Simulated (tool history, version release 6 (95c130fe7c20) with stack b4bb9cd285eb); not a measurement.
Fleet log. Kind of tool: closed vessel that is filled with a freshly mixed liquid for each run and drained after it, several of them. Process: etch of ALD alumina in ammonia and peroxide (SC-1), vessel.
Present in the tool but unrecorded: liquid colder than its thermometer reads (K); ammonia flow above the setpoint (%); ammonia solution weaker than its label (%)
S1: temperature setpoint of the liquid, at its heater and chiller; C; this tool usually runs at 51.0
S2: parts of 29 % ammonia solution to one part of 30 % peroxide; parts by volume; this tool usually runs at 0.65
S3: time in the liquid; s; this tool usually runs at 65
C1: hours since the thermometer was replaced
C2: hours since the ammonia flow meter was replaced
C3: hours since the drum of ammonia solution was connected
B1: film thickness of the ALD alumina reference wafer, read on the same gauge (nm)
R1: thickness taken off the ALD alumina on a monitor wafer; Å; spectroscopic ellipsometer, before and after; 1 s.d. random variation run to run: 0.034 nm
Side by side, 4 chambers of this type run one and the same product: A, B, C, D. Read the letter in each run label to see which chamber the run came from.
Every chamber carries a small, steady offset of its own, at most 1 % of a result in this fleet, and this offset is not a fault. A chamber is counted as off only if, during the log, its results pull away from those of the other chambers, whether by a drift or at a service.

run     day    S1    S2  S3      C1      C2     C3       B1      R1
      0.142  -- chamber C: new drum of ammonia solution connected
 1D   0.375  51.0  0.65  65    21.4   670.3   10.1   99.978  52.233
 2A   0.667  51.0  0.65  65  2106.3   268.3  198.2  100.020  51.701
 3B   1.008  51.0  0.65  65  1225.8   466.4  930.9  100.020  51.899
 4C   1.275  51.0  0.65  65   389.7  1161.8   27.2  100.000  51.357
 5A   1.600  51.0  0.65  65  2128.7   290.7  220.6  100.010  51.981
 6C   2.050  51.0  0.65  65   408.3  1180.4   45.8  100.030  52.517
 7D   2.338  51.0  0.65  65    68.5   717.4   57.2   99.986  51.942
 8B   2.771  51.0  0.65  65  1268.1   508.7  973.2  100.010  51.998
 9C   3.150  51.0  0.65  65   434.7  1206.8   72.2  100.000  50.931
10D   3.421  42.5  0.90  65    94.5   743.4   83.2   99.996  33.483
11B   3.688  42.5  0.90  65  1290.1   530.7  995.2  100.000  33.789
12A   4.125  42.5  0.90  65  2189.3   351.3  281.2   99.966  33.446
13A   4.442  42.5  0.90  65  2196.9   358.9  288.8  100.040  33.240
      4.592  -- chamber B: new drum of ammonia solution connected
14C   4.758  51.0  0.65  65   473.3  1245.4  110.8  100.020  51.578
15B   5.254  51.0  0.65  65  1327.7   568.3   16.0  100.030  51.627
16D   5.662  51.0  0.65  65   148.3   797.2  137.0  100.000  52.548
17B   6.150  42.0  0.90  65  1349.2   589.8   37.5  100.000  32.509
18C   6.412  42.0  0.90  65   513.0  1285.1  150.5  100.040  31.489
19D   6.854  42.0  0.90  65   176.9   825.8  165.6   99.997  32.370
20A   7.221  42.0  0.90  65  2263.6   425.6  355.5  100.010  32.685
21B   7.575  51.0  0.65  65  1383.4   624.0   71.7  100.010  52.346
22D   7.817  51.0  0.65  65   200.0   848.9  188.7   99.986  51.993
23A   8.075  51.0  0.65  85  2284.1   446.1  376.0   99.993  68.954
24C   8.521  51.0  0.65  85   563.6  1335.7  201.1   99.974  64.787
25D   8.917  51.0  0.65  85   226.4   875.3  215.1   99.994  67.877
26C   9.183  51.0  0.65  85   579.5  1351.6  217.0   99.965  64.522
      9.525  -- chamber C: new drum of ammonia solution connected
27B   9.525  44.0  0.65  65  1430.2   670.8  118.5  100.010  35.365
28A   9.888  44.0  0.65  65  2327.6   489.6  419.5   99.983  35.167
29A  10.221  44.0  0.65  65  2335.6   497.6  427.5  100.010  35.054
30C  10.583  44.0  0.65  65   613.1  1385.2   25.5   99.984  33.313
     10.888  -- chamber A: new drum of ammonia solution connected
31D  10.921  51.0  0.65  65   274.5   923.4  263.2   99.985  53.235
32B  11.183  51.0  0.65  65  1470.0   710.6  158.3   99.970  51.832
33D  11.479  51.0  0.65  65   287.9   936.8  276.6  100.000  51.848
34B  11.758  55.0  0.65  65  1483.8   724.4  172.1   99.965  64.082
35A  11.979  55.0  0.65  65  2377.8   539.8   26.3  100.020  64.818
36C  12.329  55.0  0.65  65   655.0  1427.1   67.4  100.020  60.375
     12.625  -- chamber D: new drum of ammonia solution connected
37B  12.762  55.0  0.65  65  1507.9   748.5  196.2  100.050  64.050
38D  13.175  51.0  0.65  65   328.6   977.5   13.2   99.998  52.261
39C  13.558  51.0  0.65  65   684.5  1456.6   96.9   99.998  47.943
40A  13.912  51.0  0.65  65  2424.2   586.2   72.7  100.010  52.926
41D  14.312  51.0  0.65  65   355.9  1004.8   40.5   99.934  52.593

Does one chamber stand apart from the rest, does the shared gauge drift, or is all well apart from small per-chamber offsets? Give the chamber and the most likely cause, where there is one.

Little by little, chamber C moves away from the other chambers.
What lies behind it: liquid colder than its thermometer reads (K) = 1.4.

Chamber C could run next with any of the 4 candidate recipes listed below; each alters the usual settings, and their results appear as question marks. Which one brings its results back in line with what the other chambers deliver on the usual settings?
In line means no further than this from the other chambers' mean on the usual settings: R1 1.200 Å
42C-1  14.667  54.0  0.65  65                   ?
42C-2  14.667  51.0  0.65  60                   ?
42C-3  14.667  48.0  0.65  65                   ?
42C-4  14.667  52.5  0.65  65                   ?

What the other chambers average on the usual settings: R1 52.218 Å
  run      R1
42C-1  56.595
42C-2  44.426
42C-3  40.790
42C-4  52.198
42C-4 is the one that brings the chamber's results back in line with the other chambers.
